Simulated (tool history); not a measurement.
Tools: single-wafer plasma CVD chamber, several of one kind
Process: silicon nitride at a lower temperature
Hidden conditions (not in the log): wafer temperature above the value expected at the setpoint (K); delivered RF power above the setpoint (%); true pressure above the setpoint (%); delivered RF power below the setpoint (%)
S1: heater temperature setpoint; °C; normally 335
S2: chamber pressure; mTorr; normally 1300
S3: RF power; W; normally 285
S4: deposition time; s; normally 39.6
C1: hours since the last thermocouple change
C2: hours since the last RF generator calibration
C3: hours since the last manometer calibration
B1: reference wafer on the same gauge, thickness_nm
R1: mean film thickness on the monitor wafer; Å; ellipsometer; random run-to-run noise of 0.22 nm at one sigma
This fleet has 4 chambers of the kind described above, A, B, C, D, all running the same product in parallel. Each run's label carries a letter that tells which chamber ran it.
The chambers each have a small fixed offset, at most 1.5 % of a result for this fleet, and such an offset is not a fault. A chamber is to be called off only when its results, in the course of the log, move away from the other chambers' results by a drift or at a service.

run   hour   S1    S2   S3    S4      C1      C2      C3      B1      R1
 1D    3.0  335  1300  285  39.6  1484.1   158.2   696.2  42.808  422.29
 2B    6.6  335  1300  285  39.6   408.4   527.7  2458.9  42.861  416.79
 3A    8.7  335  1300  285  39.6   290.8   483.3   257.9  42.817  430.20
 4C   10.7  335  1300  285  39.6  1210.8  2036.1  2158.2  42.739  419.94
 5B   14.4  335  1300  285  39.6   416.2   535.5  2466.7  42.778  419.39
 6C   17.1  335  1300  285  39.6  1217.2  2042.5  2164.6  42.812  421.52
 7A   21.1  335  1300  285  39.6   303.2   495.7   270.3  42.777  432.50
 8D   24.8  335  1300  285  39.6  1505.9   180.0   718.0  42.767  425.48
 9A   27.4  335  1300  285  39.6   309.5   502.0   276.6  42.794  427.34
10B   31.2  335  1300  285  39.6   433.0   552.3  2483.5  42.820  419.28
11D   33.7  335  1300  285  39.6  1514.8   188.9   726.9  42.806  425.26
12C   35.9  335  1300  285  39.6  1236.0  2061.3  2183.4  42.732  421.71
13A   38.3  335  1300  285  39.6   320.4   512.9   287.5  42.833  434.89
14C   40.4  335  1300  285  39.6  1240.5  2065.8  2187.9  42.777  420.39
15D   44.2  335  1300  285  39.6  1525.3   199.4   737.4  42.827  428.13
16B   47.6  335  1300  285  39.6   449.4   568.7  2499.9  42.789  418.81
17C   51.5  335  1300  285  39.6  1251.6  2076.9  2199.0  42.799  423.39
18B   53.8  335  1300  285  39.6   455.6   574.9  2506.1  42.801  420.93
19D   56.3  335  1300  285  39.6  1537.4   211.5   749.5  42.778  422.21
20A   58.2  335  1300  255  39.6   340.3   532.8   307.4  42.825  398.42
21A   60.1  335  1300  255  39.6   342.2   534.7   309.3  42.783  399.69
22D   62.5  335  1300  255  39.6  1543.6   217.7   755.7  42.792  390.57
23B   66.7  335  1300  255  39.6   468.5   587.8  2519.0  42.811  389.59
24C   70.9  335  1300  285  39.6  1271.0  2096.3  2218.4  42.755  418.48
25D   73.0  322  1300  285  42.2  1554.1   228.2   766.2  42.835  453.41
26B   75.8  322  1300  285  42.2   477.6   596.9  2528.1  42.837  452.19
27C   78.9  322  1300  285  42.2  1279.0  2104.3  2226.4  42.778  449.96
28A   81.7  322  1300  285  42.2   363.8   556.3   330.9  42.762  458.09
29B   84.3  335  1300  285  39.6   486.1   605.4  2536.6  42.846  418.87
30D   88.3  335  1300  285  39.6  1569.4   243.5   781.5  42.812  423.65
31A   91.4  335  1300  285  39.6   373.5   566.0   340.6  42.780  432.06
32C   94.3  335  1300  285  39.6  1294.4  2119.7  2241.8  42.773  420.84
33A   97.9  335  1300  285  39.6   380.0   572.5   347.1  42.744  432.05
34C  100.1  335  1300  285  39.6  1300.2  2125.5  2247.6  42.775  420.55
35B  103.9  335  1300  285  39.6   505.7   625.0  2556.2  42.825  421.73
36D  105.7  335  1300  285  39.6  1586.8   260.9   798.9  42.858  425.17
37A  109.7  335  1300  285  39.6   391.8   584.3   358.9  42.794  430.90
38D  111.7  335  1300  285  39.6  1592.8   266.9   804.9  42.824  424.05
39C  115.9  335  1300  285  39.6  1316.0  2141.3  2263.4  42.762  422.64
40B  118.6  335  1300  285  39.6   520.4   639.7  2570.9  42.830  417.93
41B  121.0  335  1300  285  39.6   522.8   642.1  2573.3  42.788  420.68
42D  124.5  335  1300  285  39.6  1605.6   279.7   817.7  42.842  423.19
43A  128.1  335  1590  285  36.9   410.2   602.7   377.3  42.806  423.82
44C  131.0  335  1590  285  36.9  1331.1  2156.4  2278.5  42.775  418.00

The same settings go to every chamber for the next run, one line per chamber below. Forecast the results for each:
45A  134.1  335  1300  265  39.6                   ?
45B  134.1  335  1300  265  39.6                   ?
45C  134.1  335  1300  265  39.6                   ?
45D  134.1  335  1300  265  39.6                   ?

run      R1
45A  406.00
45B  401.88
45C  406.43
45D  404.40

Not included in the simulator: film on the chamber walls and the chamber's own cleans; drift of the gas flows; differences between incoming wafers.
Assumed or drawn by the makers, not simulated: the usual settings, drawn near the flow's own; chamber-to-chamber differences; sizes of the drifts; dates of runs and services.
